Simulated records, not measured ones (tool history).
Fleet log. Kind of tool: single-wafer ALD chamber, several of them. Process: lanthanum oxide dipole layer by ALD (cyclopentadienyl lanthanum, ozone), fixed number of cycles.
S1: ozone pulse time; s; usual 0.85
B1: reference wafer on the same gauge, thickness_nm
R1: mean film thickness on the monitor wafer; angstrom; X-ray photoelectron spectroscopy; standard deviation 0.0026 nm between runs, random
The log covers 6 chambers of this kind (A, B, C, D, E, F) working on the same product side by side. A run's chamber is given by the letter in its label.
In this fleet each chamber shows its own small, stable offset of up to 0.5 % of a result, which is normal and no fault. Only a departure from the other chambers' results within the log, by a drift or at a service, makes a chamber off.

| run | hour | S1 | B1 | R1 |
|---|---|---|---|---|
| 1D | 6.7 | 0.85 | 0.51807 | 4.7221 |
| 2E | 12.4 | 0.85 | 0.51748 | 4.7198 |
| 3B | 18.8 | 0.85 | 0.51733 | 4.7474 |
| 4F | 24.7 | 0.85 | 0.51786 | 4.714 |
| 5C | 32.2 | 0.85 | 0.51727 | 4.7498 |
| 6A | 43 | 0.85 | 0.51812 | 4.7449 |
| 7D | 54.9 | 0.85 | 0.51802 | 4.6924 |
| 8F | 65 | 0.85 | 0.51809 | 4.6769 |
| 9C | 76 | 0.85 | 0.51801 | 4.7494 |
| 10E | 85.2 | 0.85 | 0.51829 | 4.6566 |
| 11B | 91.4 | 0.85 | 0.51889 | 4.7223 |
| 12A | 101.4 | 0.97 | 0.51833 | 4.9932 |
| 13D | 108.8 | 0.97 | 0.51855 | 4.8981 |
| 14A | 119.5 | 0.97 | 0.51842 | 4.9413 |
| 15F | 128.5 | 0.97 | 0.5173 | 4.9309 |
| 16B | 137.1 | 0.97 | 0.51801 | 4.9244 |
| 17E | 146.8 | 0.97 | 0.51821 | 4.9403 |
| 18C | 157.6 | 0.85 | 0.51774 | 4.7701 |
|  | 159.6 | chamber C: thermocouple changed; heater temperature recalibrated |
| 19B | 166.6 | 0.85 | 0.51797 | 4.6168 |
| 20E | 175.2 | 0.85 | 0.51806 | 4.7197 |
| 21F | 185.2 | 0.85 | 0.51774 | 4.7056 |
| 22A | 195.9 | 0.85 | 0.51805 | 4.7292 |
| 23C | 206.3 | 0.85 | 0.51818 | 4.7048 |
| 24D | 213 | 0.85 | 0.51814 | 4.7221 |
| 25F | 221.5 | 0.85 | 0.51816 | 4.6998 |
| 26D | 232.8 | 0.98 | 0.51748 | 4.9904 |
| 27C | 242.2 | 0.98 | 0.51814 | 4.9694 |
| 28B | 252.6 | 0.98 | 0.51731 | 4.8062 |
| 29E | 257.8 | 0.98 | 0.51863 | 4.9746 |
| 30A | 266.6 | 0.98 | 0.51755 | 4.9908 |
| 31B | 275.4 | 0.98 | 0.51796 | 4.8393 |
| 32C | 285.8 | 0.57 | 0.51831 | 3.9192 |
| 33F | 294.3 | 0.57 | 0.51845 | 3.8972 |
| 34E | 304.1 | 0.57 | 0.51793 | 3.9469 |
| 35D | 311.4 | 0.57 | 0.5184 | 3.9289 |
| 36A | 317.7 | 0.57 | 0.51806 | 3.9688 |
| 37D | 327.8 | 0.57 | 0.51841 | 3.9284 |
| 38A | 337.7 | 0.85 | 0.51766 | 4.7088 |
| 39E | 345.3 | 0.85 | 0.51714 | 4.6989 |
| 40C | 356.7 | 0.85 | 0.51802 | 4.6946 |
| 41B | 364.2 | 0.85 | 0.51859 | 4.4653 |
| 42F | 375.8 | 0.85 | 0.51824 | 4.6491 |
| 43D | 387.4 | 0.85 | 0.5177 | 4.7649 |

Next, every chamber runs the same settings. What will each give?
| 44A | 396 | 0.85 |  | ? |
| 44B | 396 | 0.85 |  | ? |
| 44C | 396 | 0.85 |  | ? |
| 44D | 396 | 0.85 |  | ? |
| 44E | 396 | 0.85 |  | ? |
| 44F | 396 | 0.85 |  | ? |

| run | R1 |
|---|---|
| 44A | 4.7168 |
| 44B | 4.4741 |
| 44C | 4.6711 |
| 44D | 4.7213 |
| 44E | 4.7015 |
| 44F | 4.7131 |
